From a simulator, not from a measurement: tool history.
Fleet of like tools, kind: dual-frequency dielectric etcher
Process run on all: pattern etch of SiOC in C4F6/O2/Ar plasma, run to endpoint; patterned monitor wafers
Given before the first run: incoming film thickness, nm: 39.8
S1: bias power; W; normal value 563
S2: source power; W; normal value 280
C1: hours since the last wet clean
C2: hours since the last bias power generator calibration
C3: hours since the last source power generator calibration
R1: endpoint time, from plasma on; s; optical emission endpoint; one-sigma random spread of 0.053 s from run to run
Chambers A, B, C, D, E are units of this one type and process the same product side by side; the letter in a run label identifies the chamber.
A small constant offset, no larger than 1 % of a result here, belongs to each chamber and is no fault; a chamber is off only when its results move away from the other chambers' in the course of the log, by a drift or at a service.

{"hour": 9.3, "done": "chamber E: bias power generator calibrated"}
{"run": "1E", "hour": 10.3, "S1": 563, "S2": 280, "C1": 393, "C2": 1, "C3": 2189.9, "R1": 14.457}
{"run": "2D", "hour": 18.7, "S1": 563, "S2": 280, "C1": 252.2, "C2": 2023.2, "C3": 1662.1, "R1": 14.508}
{"run": "3A", "hour": 27.2, "S1": 563, "S2": 280, "C1": 505.5, "C2": 1086.2, "C3": 1025, "R1": 14.461}
{"hour": 34.4, "done": "chamber E: wet clean of the chamber"}
{"run": "4B", "hour": 39.3, "S1": 563, "S2": 280, "C1": 495.6, "C2": 703.7, "C3": 647, "R1": 14.522}
{"run": "5C", "hour": 52.7, "S1": 563, "S2": 280, "C1": 295.5, "C2": 1025.4, "C3": 1802.2, "R1": 14.6}
{"run": "6A", "hour": 64.8, "S1": 563, "S2": 280, "C1": 543.1, "C2": 1123.8, "C3": 1062.6, "R1": 14.36}
{"hour": 70.2, "done": "chamber D: bias power generator calibrated"}
{"run": "7C", "hour": 71.9, "S1": 563, "S2": 340, "C1": 314.7, "C2": 1044.6, "C3": 1821.4, "R1": 13.523}
{"run": "8B", "hour": 80.3, "S1": 563, "S2": 340, "C1": 536.6, "C2": 744.7, "C3": 688, "R1": 13.645}
{"hour": 92.6, "done": "chamber D: wet clean of the chamber"}
{"run": "9E", "hour": 93.7, "S1": 563, "S2": 340, "C1": 59.4, "C2": 84.4, "C3": 2273.3, "R1": 13.498}
{"run": "10D", "hour": 102.0, "S1": 563, "S2": 340, "C1": 9.5, "C2": 31.8, "C3": 1745.4, "R1": 13.594}
{"hour": 106.5, "done": "chamber A: wet clean of the chamber"}
{"run": "11E", "hour": 117.3, "S1": 563, "S2": 340, "C1": 83, "C2": 108, "C3": 2296.9, "R1": 13.486}
{"run": "12C", "hour": 129.2, "S1": 563, "S2": 280, "C1": 372, "C2": 1101.9, "C3": 1878.7, "R1": 14.728}
{"run": "13A", "hour": 137.0, "S1": 563, "S2": 280, "C1": 30.5, "C2": 1196, "C3": 1134.8, "R1": 14.411}
{"run": "14B", "hour": 144.5, "S1": 563, "S2": 280, "C1": 600.8, "C2": 808.9, "C3": 752.2, "R1": 14.609}
{"run": "15D", "hour": 158.1, "S1": 563, "S2": 280, "C1": 65.6, "C2": 87.9, "C3": 1801.5, "R1": 14.615}
{"run": "16B", "hour": 166.4, "S1": 563, "S2": 280, "C1": 622.7, "C2": 830.8, "C3": 774.1, "R1": 14.589}
{"run": "17A", "hour": 181.7, "S1": 563, "S2": 280, "C1": 75.2, "C2": 1240.7, "C3": 1179.5, "R1": 14.516}
{"hour": 187.6, "done": "chamber D: source power generator calibrated"}
{"run": "18C", "hour": 192.0, "S1": 563, "S2": 280, "C1": 434.8, "C2": 1164.7, "C3": 1941.5, "R1": 14.723}
{"hour": 204.7, "done": "chamber B: wet clean of the chamber"}
{"run": "19D", "hour": 206.8, "S1": 563, "S2": 280, "C1": 114.3, "C2": 136.6, "C3": 19.2, "R1": 14.494}
{"run": "20E", "hour": 216.8, "S1": 563, "S2": 280, "C1": 182.5, "C2": 207.5, "C3": 2396.4, "R1": 14.559}
{"run": "21C", "hour": 231.0, "S1": 563, "S2": 280, "C1": 473.8, "C2": 1203.7, "C3": 1980.5, "R1": 14.733}
{"run": "22B", "hour": 245.2, "S1": 563, "S2": 280, "C1": 40.6, "C2": 909.6, "C3": 852.9, "R1": 14.474}
{"run": "23A", "hour": 256.6, "S1": 563, "S2": 280, "C1": 150.1, "C2": 1315.6, "C3": 1254.4, "R1": 14.387}
{"run": "24E", "hour": 265.8, "S1": 563, "S2": 280, "C1": 231.5, "C2": 256.5, "C3": 2445.4, "R1": 14.394}
{"run": "25D", "hour": 272.9, "S1": 563, "S2": 280, "C1": 180.4, "C2": 202.7, "C3": 85.3, "R1": 14.639}
{"run": "26E", "hour": 282.0, "S1": 563, "S2": 280, "C1": 247.7, "C2": 272.7, "C3": 2461.6, "R1": 14.431}
{"run": "27D", "hour": 289.9, "S1": 563, "S2": 280, "C1": 197.4, "C2": 219.7, "C3": 102.3, "R1": 14.605}
{"run": "28B", "hour": 298.6, "S1": 563, "S2": 280, "C1": 94, "C2": 963, "C3": 906.3, "R1": 14.592}
{"run": "29C", "hour": 311.3, "S1": 563, "S2": 280, "C1": 554.1, "C2": 1284, "C3": 2060.8, "R1": 14.794}
{"run": "30A", "hour": 322.9, "S1": 563, "S2": 280, "C1": 216.4, "C2": 1381.9, "C3": 1320.7, "R1": 14.462}
{"run": "31D", "hour": 337.6, "S1": 563, "S2": 280, "C1": 245.1, "C2": 267.4, "C3": 150, "R1": 14.584}
{"run": "32C", "hour": 351.5, "S1": 563, "S2": 280, "C1": 594.3, "C2": 1324.2, "C3": 2101, "R1": 14.834}
{"run": "33E", "hour": 364.5, "S1": 563, "S2": 250, "C1": 330.2, "C2": 355.2, "C3": 2544.1, "R1": 15.011}
{"run": "34A", "hour": 375.9, "S1": 563, "S2": 250, "C1": 269.4, "C2": 1434.9, "C3": 1373.7, "R1": 15.171}
{"run": "35B", "hour": 385.7, "S1": 563, "S2": 250, "C1": 181.1, "C2": 1050.1, "C3": 993.4, "R1": 15.137}

The same settings go to every chamber for the next run, one line per chamber below. Forecast the results for each:
{"run": "36A", "hour": 396.7, "S1": 563, "S2": 280, "R1": "?"}
{"run": "36B", "hour": 396.7, "S1": 563, "S2": 280, "R1": "?"}
{"run": "36C", "hour": 396.7, "S1": 563, "S2": 280, "R1": "?"}
{"run": "36D", "hour": 396.7, "S1": 563, "S2": 280, "R1": "?"}
{"run": "36E", "hour": 396.7, "S1": 563, "S2": 280, "R1": "?"}

run=36A R1=14.419
run=36B R1=14.565
run=36C R1=14.88
run=36D R1=14.578
run=36E R1=14.552
